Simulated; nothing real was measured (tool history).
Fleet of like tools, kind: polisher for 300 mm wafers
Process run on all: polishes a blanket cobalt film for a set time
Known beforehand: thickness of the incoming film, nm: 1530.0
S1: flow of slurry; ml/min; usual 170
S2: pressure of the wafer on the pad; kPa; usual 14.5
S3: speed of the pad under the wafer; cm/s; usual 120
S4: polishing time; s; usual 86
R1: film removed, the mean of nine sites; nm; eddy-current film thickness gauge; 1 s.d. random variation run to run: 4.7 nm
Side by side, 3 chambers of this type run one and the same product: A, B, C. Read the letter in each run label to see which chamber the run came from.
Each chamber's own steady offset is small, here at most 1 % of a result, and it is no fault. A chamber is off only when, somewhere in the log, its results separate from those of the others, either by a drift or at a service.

Run 1A, hour 13.4: usual settings. Result: R1 523.88 nm.
Run 2B, hour 20.3: usual settings. Result: R1 526.56 nm.
At hour 20.7: chamber C: head pressure recalibrated.
At hour 22.5: chamber A: slurry nozzle cleaned.
Run 3C, hour 30.4: usual settings. Result: R1 519.63 nm.
Run 4C, hour 40.6: usual settings. Result: R1 520.71 nm.
Run 5B, hour 49.4: usual settings. Result: R1 522.34 nm.
At hour 57.3: chamber C: slurry nozzle cleaned.
Run 6A, hour 59.4: usual settings. Result: R1 525.57 nm.
Run 7C, hour 71.6: usual settings. Result: R1 523.13 nm.
Run 8A, hour 82.8: usual settings. Result: R1 524.15 nm.
Run 9B, hour 94.3: usual settings but S1 140 ml/min. Result: R1 510.13 nm.
Run 10A, hour 101.8: usual settings but S1 140 ml/min. Result: R1 504.58 nm.
Run 11B, hour 110.1: usual settings but S1 140 ml/min. Result: R1 512.97 nm.
Run 12C, hour 119.0: usual settings. Result: R1 523.66 nm.
Run 13C, hour 129.5: usual settings. Result: R1 522.08 nm.
At hour 129.8: chamber B: worn pad replaced by a new one.
At hour 131.5: chamber C: worn pad replaced by a new one.
Run 14A, hour 141.3: usual settings. Result: R1 505.85 nm.
Run 15B, hour 152.1: usual settings. Result: R1 523.50 nm.
Run 16C, hour 165.1: usual settings. Result: R1 521.94 nm.
Run 17B, hour 179.7: usual settings. Result: R1 530.32 nm.
Run 18A, hour 186.5: usual settings. Result: R1 502.74 nm.
Run 19A, hour 195.6: usual settings. Result: R1 497.57 nm.
Run 20C, hour 207.5: usual settings. Result: R1 520.83 nm.
Run 21B, hour 220.9: usual settings. Result: R1 524.33 nm.
Run 22A, hour 233.0: usual settings but S2 11.0 kPa, S3 80 cm/s. Result: R1 251.87 nm.
Run 23C, hour 245.4: usual settings but S2 11.0 kPa, S3 80 cm/s. Result: R1 267.34 nm.
Run 24B, hour 260.1: usual settings but S2 11.0 kPa, S3 80 cm/s. Result: R1 272.54 nm.
Run 25C, hour 271.7: usual settings. Result: R1 522.95 nm.
Run 26A, hour 282.0: usual settings. Result: R1 484.31 nm.
At hour 289.6: chamber B: slurry nozzle cleaned.
Run 27B, hour 292.2: usual settings. Result: R1 526.44 nm.
Run 28C, hour 305.7: usual settings. Result: R1 521.58 nm.
Run 29A, hour 315.5: usual settings. Result: R1 489.30 nm.
At hour 316.0: chamber B: worn pad replaced by a new one.
Run 30B, hour 329.5: usual settings. Result: R1 531.93 nm.
Run 31C, hour 344.3: usual settings but S2 10.3 kPa, S3 148 cm/s. Result: R1 463.93 nm.
At hour 346.5: chamber C: worn pad replaced by a new one.
Run 32A, hour 356.0: usual settings but S2 10.3 kPa, S3 148 cm/s. Result: R1 417.06 nm.
Run 33B, hour 364.4: usual settings but S2 10.3 kPa, S3 148 cm/s. Result: R1 464.49 nm.
Run 34C, hour 378.7: usual settings. Result: R1 533.69 nm.
Run 35A, hour 389.2: usual settings but S1 220 ml/min, S3 160 cm/s. Result: R1 639.54 nm.
Run 36B, hour 395.8: usual settings but S1 220 ml/min, S3 160 cm/s. Result: R1 728.45 nm.
At hour 397.0: chamber B: head pressure recalibrated.
Run 37B, hour 408.1: usual settings but S1 220 ml/min, S3 160 cm/s. Result: R1 717.34 nm.
Run 38C, hour 420.7: usual settings but S1 190 ml/min. Result: R1 532.34 nm.
Run 39A, hour 434.1: usual settings but S1 190 ml/min. Result: R1 479.01 nm.
Run 40B, hour 447.3: usual settings but S1 190 ml/min. Result: R1 533.30 nm.

Does one chamber stand apart from the rest, does the shared gauge drift, or is all well apart from small per-chamber offsets? Give the chamber and the most likely cause, where there is one.

Little by little, chamber A moves away from the other chambers.
Most likely cause: removal rate lost through wear of the pad, % = 11.9.
With only this log, it may be confused with: head's pressure below its setpoint, %.

Chamber A could run next with any of the 4 candidate recipes listed below; each alters the usual settings, and their results appear as question marks. Which one brings its results back in line with what the other chambers deliver on the usual settings?
Counts as in line when no further than this from what the other chambers average on the usual settings: R1 16.00 nm
Run 41A-1, hour 458.0: usual settings but S2 15.2 kPa, S3 124 cm/s, S4 90 s. Result: R1 ?.
Run 41A-2, hour 458.0: usual settings but S3 116 cm/s. Result: R1 ?.
Run 41A-3, hour 458.0: usual settings but S2 15.2 kPa. Result: R1 ?.
Run 41A-4, hour 458.0: usual settings but S3 112 cm/s, S4 81 s. Result: R1 ?.

Average result of the remaining chambers running the usual settings: R1 524.82 nm
  run      R1
41A-1  524.85
41A-2  448.23
41A-3  485.58
41A-4  407.84
With 41A-1, the chamber falls back in line with the rest.
